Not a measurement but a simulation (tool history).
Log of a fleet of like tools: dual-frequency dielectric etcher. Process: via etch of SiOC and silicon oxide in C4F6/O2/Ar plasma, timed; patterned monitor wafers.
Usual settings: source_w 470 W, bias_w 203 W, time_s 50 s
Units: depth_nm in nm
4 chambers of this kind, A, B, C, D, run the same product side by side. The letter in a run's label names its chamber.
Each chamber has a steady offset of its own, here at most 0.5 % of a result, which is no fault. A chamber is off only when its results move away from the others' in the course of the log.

run	hour	source_w	bias_w	time_s	read-back reference wafer on the same gauge, depth_nm	depth_nm
1A	4.0	470	203	50	63.387	62.113
2D	8.3	470	203	50	63.469	62.367
3B	11.2	470	203	50	63.396	62.218
4C	16.1	470	203	50	63.402	62.425
5B	21.0	470	203	50	63.397	62.810
6D	24.0	470	186	50	63.381	60.952
7C	28.7	470	186	50	63.432	60.903
8A	33.7	470	186	50	63.424	60.761
9A	36.6	470	186	50	63.443	61.024
10B	40.8	470	203	50	63.426	63.127
11D	46.6	410	248	50	63.379	63.379
12C	51.5	410	248	50	63.360	63.099
13C	55.2	410	248	50	63.474	63.975
14D	58.7	410	248	50	63.459	63.221
15A	62.8	470	203	50	63.432	62.141
16B	68.6	470	203	50	63.378	62.880
17B	71.9	470	203	50	63.378	62.750
18D	77.1	470	203	50	63.383	62.233
19C	81.4	470	203	50	63.363	62.955
20A	87.3	470	203	50	63.499	62.276
21C	91.3	470	203	50	63.432	62.391
22A	96.6	470	203	50	63.487	61.716
23B	101.5	470	203	50	63.359	62.266
24D	107.5	470	203	50	63.393	61.997
25B	110.1	470	203	50	63.423	62.302
26C	115.7	470	203	50	63.425	62.578

All 4 chambers run these settings next. Forecast each chamber's results:
27A	120.0	470	203	50		?
27B	120.0	470	203	50		?
27C	120.0	470	203	50		?
27D	120.0	470	203	50		?

run	depth_nm
27A	62.079
27B	62.517
27C	62.724
27D	62.348

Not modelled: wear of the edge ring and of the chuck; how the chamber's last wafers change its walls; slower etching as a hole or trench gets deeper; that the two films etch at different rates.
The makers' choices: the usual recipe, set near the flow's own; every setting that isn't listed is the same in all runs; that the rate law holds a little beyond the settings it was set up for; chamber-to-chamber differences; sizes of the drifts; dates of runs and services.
